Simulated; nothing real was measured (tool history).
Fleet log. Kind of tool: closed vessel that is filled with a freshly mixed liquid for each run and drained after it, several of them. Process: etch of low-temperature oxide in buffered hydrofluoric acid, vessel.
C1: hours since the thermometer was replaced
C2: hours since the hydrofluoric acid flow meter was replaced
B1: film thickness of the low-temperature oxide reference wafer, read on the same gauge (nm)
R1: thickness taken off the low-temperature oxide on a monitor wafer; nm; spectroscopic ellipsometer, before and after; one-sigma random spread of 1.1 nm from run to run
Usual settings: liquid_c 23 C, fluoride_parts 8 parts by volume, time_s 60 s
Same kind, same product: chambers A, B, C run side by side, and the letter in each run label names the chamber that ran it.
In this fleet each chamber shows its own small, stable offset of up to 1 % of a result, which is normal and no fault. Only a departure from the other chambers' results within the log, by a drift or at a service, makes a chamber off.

Run 1C, hour 5.7: usual settings; C1 408.3; C2 677.4; B1 60.058. Result: R1 146.61 nm.
Run 2B, hour 9: usual settings; C1 921.7; C2 226.3; B1 60.019. Result: R1 145.5 nm.
Run 3A, hour 15.5: usual settings; C1 2026.9; C2 1410; B1 60.003. Result: R1 145.46 nm.
Run 4A, hour 22.2: usual settings; C1 2033.6; C2 1416.7; B1 60.043. Result: R1 145.93 nm.
Run 5C, hour 29: usual settings but liquid_c 27.5 C; C1 431.6; C2 700.7; B1 60.001. Result: R1 186.06 nm.
Run 6B, hour 33.7: usual settings but liquid_c 27.5 C; C1 946.4; C2 251; B1 59.968. Result: R1 184.48 nm.
Run 7C, hour 37.6: usual settings but liquid_c 27.5 C; C1 440.2; C2 709.3; B1 60.007. Result: R1 185.19 nm.
Run 8B, hour 43.3: usual settings; C1 956; C2 260.6; B1 60.004. Result: R1 142.74 nm.
Run 9A, hour 46.5: usual settings; C1 2057.9; C2 1441; B1 59.996. Result: R1 145.04 nm.
Run 10B, hour 50.2: usual settings; C1 962.9; C2 267.5; B1 59.959. Result: R1 145.04 nm.
Run 11C, hour 53.9: usual settings; C1 456.5; C2 725.6; B1 59.998. Result: R1 145.52 nm.
Run 12A, hour 58.1: usual settings; C1 2069.5; C2 1452.6; B1 60.001. Result: R1 144.48 nm.
Run 13A, hour 63.8: usual settings; C1 2075.2; C2 1458.3; B1 60.012. Result: R1 147.53 nm.
Run 14C, hour 69.5: usual settings; C1 472.1; C2 741.2; B1 60.024. Result: R1 147.47 nm.
Run 15B, hour 72.6: usual settings; C1 985.3; C2 289.9; B1 60.002. Result: R1 145.58 nm.
Run 16A, hour 78.8: usual settings; C1 2090.2; C2 1473.3; B1 60.033. Result: R1 145.86 nm.
Run 17B, hour 83: usual settings; C1 995.7; C2 300.3; B1 59.961. Result: R1 143.49 nm.
Run 18C, hour 86.2: usual settings; C1 488.8; C2 757.9; B1 60.032. Result: R1 147.89 nm.
Run 19B, hour 89.3: usual settings; C1 1002; C2 306.6; B1 60.015. Result: R1 141.93 nm.
Run 20A, hour 92.9: usual settings; C1 2104.3; C2 1487.4; B1 59.99. Result: R1 147.34 nm.
Run 21C, hour 98.2: usual settings; C1 500.8; C2 769.9; B1 60.011. Result: R1 145.39 nm.
Run 22B, hour 105.1: usual settings; C1 1017.8; C2 322.4; B1 59.96. Result: R1 143.24 nm.
Run 23A, hour 111.7: usual settings; C1 2123.1; C2 1506.2; B1 60.013. Result: R1 149.88 nm.
Run 24C, hour 117.6: usual settings but time_s 30 s; C1 520.2; C2 789.3; B1 60.037. Result: R1 73.111 nm.
Run 25B, hour 123.5: usual settings but time_s 30 s; C1 1036.2; C2 340.8; B1 60.045. Result: R1 72.11 nm.
Run 26A, hour 129.1: usual settings but time_s 30 s; C1 2140.5; C2 1523.6; B1 60.001. Result: R1 75.62 nm.
Run 27C, hour 134.4: usual settings but liquid_c 20.5 C, time_s 45 s; C1 537; C2 806.1; B1 59.992. Result: R1 94.755 nm.
Run 28A, hour 139.3: usual settings but liquid_c 20.5 C, time_s 45 s; C1 2150.7; C2 1533.8; B1 60.029. Result: R1 100.32 nm.
Run 29C, hour 144.7: usual settings but liquid_c 20.5 C, time_s 45 s; C1 547.3; C2 816.4; B1 59.957. Result: R1 95.39 nm.
Run 30B, hour 150.4: usual settings; C1 1063.1; C2 367.7; B1 60. Result: R1 145.31 nm.
Run 31C, hour 156.6: usual settings; C1 559.2; C2 828.3; B1 60.032. Result: R1 144.97 nm.
Run 32B, hour 162.4: usual settings; C1 1075.1; C2 379.7; B1 60.013. Result: R1 145.84 nm.
Run 33A, hour 168.8: usual settings; C1 2180.2; C2 1563.3; B1 59.989. Result: R1 155.32 nm.
Run 34C, hour 172.9: usual settings; C1 575.5; C2 844.6; B1 59.973. Result: R1 146.79 nm.
Run 35A, hour 177.6: usual settings; C1 2189; C2 1572.1; B1 59.958. Result: R1 157.43 nm.
Run 36B, hour 183.4: usual settings; C1 1096.1; C2 400.7; B1 59.972. Result: R1 144.49 nm.
Run 37A, hour 189.2: usual settings; C1 2200.6; C2 1583.7; B1 59.98. Result: R1 159.59 nm.
Run 38C, hour 194.1: usual settings but fluoride_parts 6 parts by volume, time_s 30 s; C1 596.7; C2 865.8; B1 60.046. Result: R1 96.31 nm.

One chamber off, gauge drift, or nothing amiss beyond the chambers' own small offsets? If it is a chamber, which one, and what is the likeliest cause?

Little by little, chamber A moves away from the other chambers.
What lies behind it: hydrofluoric acid flow above the setpoint (%) = 8.59.
Not necessarily distinguishable in this log from: liquid hotter than its thermometer reads (K).

Chamber A could run next with any of the 4 candidate recipes listed below; each alters the usual settings, and their results appear as question marks. Which one brings its results back in line with what the other chambers deliver on the usual settings?
Allowed miss from the other chambers' usual-settings mean, per result, to count as in line: R1 3.7 nm
Run 39A-1, hour 199.1: usual settings but time_s 55 s. Result: R1 ?.
Run 39A-2, hour 199.1: usual settings but liquid_c 24 C. Result: R1 ?.
Run 39A-3, hour 199.1: usual settings but liquid_c 23.5 C, fluoride_parts 7.5 parts by volume. Result: R1 ?.
Run 39A-4, hour 199.1: usual settings but liquid_c 22 C. Result: R1 ?.

On the usual settings, the other chambers give on average: R1 145.16 nm
  run      R1
39A-1  146.95
39A-2  169.12
39A-3  175.94
39A-4  151.82
Change 39A-1 lands the chamber within the allowed miss of the other chambers.

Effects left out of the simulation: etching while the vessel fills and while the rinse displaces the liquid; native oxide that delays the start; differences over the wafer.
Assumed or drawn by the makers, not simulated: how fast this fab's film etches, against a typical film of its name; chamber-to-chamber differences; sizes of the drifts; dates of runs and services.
